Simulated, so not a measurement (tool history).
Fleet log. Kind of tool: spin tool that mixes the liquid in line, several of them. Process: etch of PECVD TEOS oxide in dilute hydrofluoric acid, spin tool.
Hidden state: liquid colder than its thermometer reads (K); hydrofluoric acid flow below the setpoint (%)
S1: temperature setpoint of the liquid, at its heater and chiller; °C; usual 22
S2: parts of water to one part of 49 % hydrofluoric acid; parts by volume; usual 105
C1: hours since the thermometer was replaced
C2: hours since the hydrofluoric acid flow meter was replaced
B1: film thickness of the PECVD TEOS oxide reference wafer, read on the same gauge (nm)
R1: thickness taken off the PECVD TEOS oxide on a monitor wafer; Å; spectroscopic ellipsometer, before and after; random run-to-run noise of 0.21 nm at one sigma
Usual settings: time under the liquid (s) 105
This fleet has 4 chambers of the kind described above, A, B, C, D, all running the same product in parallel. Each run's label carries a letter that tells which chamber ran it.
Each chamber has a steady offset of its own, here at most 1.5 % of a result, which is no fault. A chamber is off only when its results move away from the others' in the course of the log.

{"run": "1C", "hour": 7.4, "S1": 22, "S2": 105, "time under the liquid (s)": 105, "C1": 1907.2, "C2": 412.6, "B1": 30.004, "R1": 229.24}
{"run": "2A", "hour": 14.5, "S1": 22, "S2": 105, "time under the liquid (s)": 105, "C1": 286.2, "C2": 1177.6, "B1": 30.009, "R1": 228.32}
{"run": "3D", "hour": 22.1, "S1": 22, "S2": 105, "time under the liquid (s)": 105, "C1": 1296.1, "C2": 198.7, "B1": 30.005, "R1": 229.65}
{"run": "4B", "hour": 26.1, "S1": 22, "S2": 105, "time under the liquid (s)": 105, "C1": 640.0, "C2": 625.6, "B1": 29.996, "R1": 235.62}
{"run": "5B", "hour": 31.4, "S1": 22, "S2": 105, "time under the liquid (s)": 165, "C1": 645.3, "C2": 630.9, "B1": 30.005, "R1": 365.47}
{"run": "6A", "hour": 40.3, "S1": 22, "S2": 105, "time under the liquid (s)": 165, "C1": 312.0, "C2": 1203.4, "B1": 30.01, "R1": 364.32}
{"run": "7D", "hour": 47.8, "S1": 22, "S2": 105, "time under the liquid (s)": 165, "C1": 1321.8, "C2": 224.4, "B1": 29.974, "R1": 361.28}
{"run": "8C", "hour": 56.8, "S1": 22, "S2": 105, "time under the liquid (s)": 165, "C1": 1956.6, "C2": 462.0, "B1": 29.998, "R1": 363.27}
{"run": "9C", "hour": 63.4, "S1": 22, "S2": 105, "time under the liquid (s)": 105, "C1": 1963.2, "C2": 468.6, "B1": 29.986, "R1": 230.01}
{"run": "10B", "hour": 69.8, "S1": 22, "S2": 105, "time under the liquid (s)": 105, "C1": 683.7, "C2": 669.3, "B1": 30.013, "R1": 237.11}
{"run": "11A", "hour": 77.9, "S1": 22, "S2": 105, "time under the liquid (s)": 105, "C1": 349.6, "C2": 1241.0, "B1": 29.999, "R1": 227.94}
{"run": "12D", "hour": 85.9, "S1": 22, "S2": 105, "time under the liquid (s)": 105, "C1": 1359.9, "C2": 262.5, "B1": 29.963, "R1": 229.19}
{"run": "13C", "hour": 91.3, "S1": 22, "S2": 105, "time under the liquid (s)": 105, "C1": 1991.1, "C2": 496.5, "B1": 29.989, "R1": 229.32}
{"run": "14D", "hour": 98.2, "S1": 22, "S2": 105, "time under the liquid (s)": 105, "C1": 1372.2, "C2": 274.8, "B1": 29.988, "R1": 230.84}
{"run": "15A", "hour": 103.6, "S1": 22, "S2": 105, "time under the liquid (s)": 105, "C1": 375.3, "C2": 1266.7, "B1": 30.005, "R1": 227.99}
{"run": "16B", "hour": 109.5, "S1": 24, "S2": 130, "time under the liquid (s)": 105, "C1": 723.4, "C2": 709.0, "B1": 30.004, "R1": 197.52}
{"run": "17A", "hour": 115.0, "S1": 24, "S2": 130, "time under the liquid (s)": 105, "C1": 386.7, "C2": 1278.1, "B1": 29.971, "R1": 196.4}
{"run": "18C", "hour": 120.8, "S1": 24, "S2": 130, "time under the liquid (s)": 105, "C1": 2020.6, "C2": 526.0, "B1": 30.008, "R1": 199.27}
{"run": "19D", "hour": 129.6, "S1": 24, "S2": 130, "time under the liquid (s)": 105, "C1": 1403.6, "C2": 306.2, "B1": 29.983, "R1": 191.56}
{"run": "20B", "hour": 135.5, "S1": 22, "S2": 105, "time under the liquid (s)": 105, "C1": 749.4, "C2": 735.0, "B1": 29.977, "R1": 232.71}
{"run": "21C", "hour": 140.7, "S1": 22, "S2": 105, "time under the liquid (s)": 105, "C1": 2040.5, "C2": 545.9, "B1": 30.016, "R1": 232.92}
{"run": "22D", "hour": 148.4, "S1": 20, "S2": 105, "time under the liquid (s)": 55, "C1": 1422.4, "C2": 325.0, "B1": 30.013, "R1": 110.69}
{"run": "23B", "hour": 155.4, "S1": 20, "S2": 105, "time under the liquid (s)": 55, "C1": 769.3, "C2": 754.9, "B1": 30.006, "R1": 112.86}
{"run": "24A", "hour": 159.7, "S1": 20, "S2": 105, "time under the liquid (s)": 55, "C1": 431.4, "C2": 1322.8, "B1": 29.984, "R1": 111.24}
{"run": "25B", "hour": 167.9, "S1": 20, "S2": 105, "time under the liquid (s)": 55, "C1": 781.8, "C2": 767.4, "B1": 30.003, "R1": 111.61}
{"run": "26A", "hour": 173.8, "S1": 22, "S2": 105, "time under the liquid (s)": 105, "C1": 445.5, "C2": 1336.9, "B1": 29.964, "R1": 228.91}
{"run": "27C", "hour": 180.4, "S1": 22, "S2": 105, "time under the liquid (s)": 105, "C1": 2080.2, "C2": 585.6, "B1": 29.98, "R1": 229.46}
{"run": "28D", "hour": 188.2, "S1": 22, "S2": 105, "time under the liquid (s)": 105, "C1": 1462.2, "C2": 364.8, "B1": 29.996, "R1": 231.05}
{"run": "29C", "hour": 195.9, "S1": 22, "S2": 105, "time under the liquid (s)": 105, "C1": 2095.7, "C2": 601.1, "B1": 29.998, "R1": 230.75}

Next, all 4 chambers run the settings below, one line each with question marks for the results. What does each chamber give?
{"run": "30A", "hour": 202.3, "S1": 22, "S2": 105, "time under the liquid (s)": 105, "R1": "?"}
{"run": "30B", "hour": 202.3, "S1": 22, "S2": 105, "time under the liquid (s)": 105, "R1": "?"}
{"run": "30C", "hour": 202.3, "S1": 22, "S2": 105, "time under the liquid (s)": 105, "R1": "?"}
{"run": "30D", "hour": 202.3, "S1": 22, "S2": 105, "time under the liquid (s)": 105, "R1": "?"}

run=30A R1=232.25
run=30B R1=233.44
run=30C R1=231.60
run=30D R1=227.11
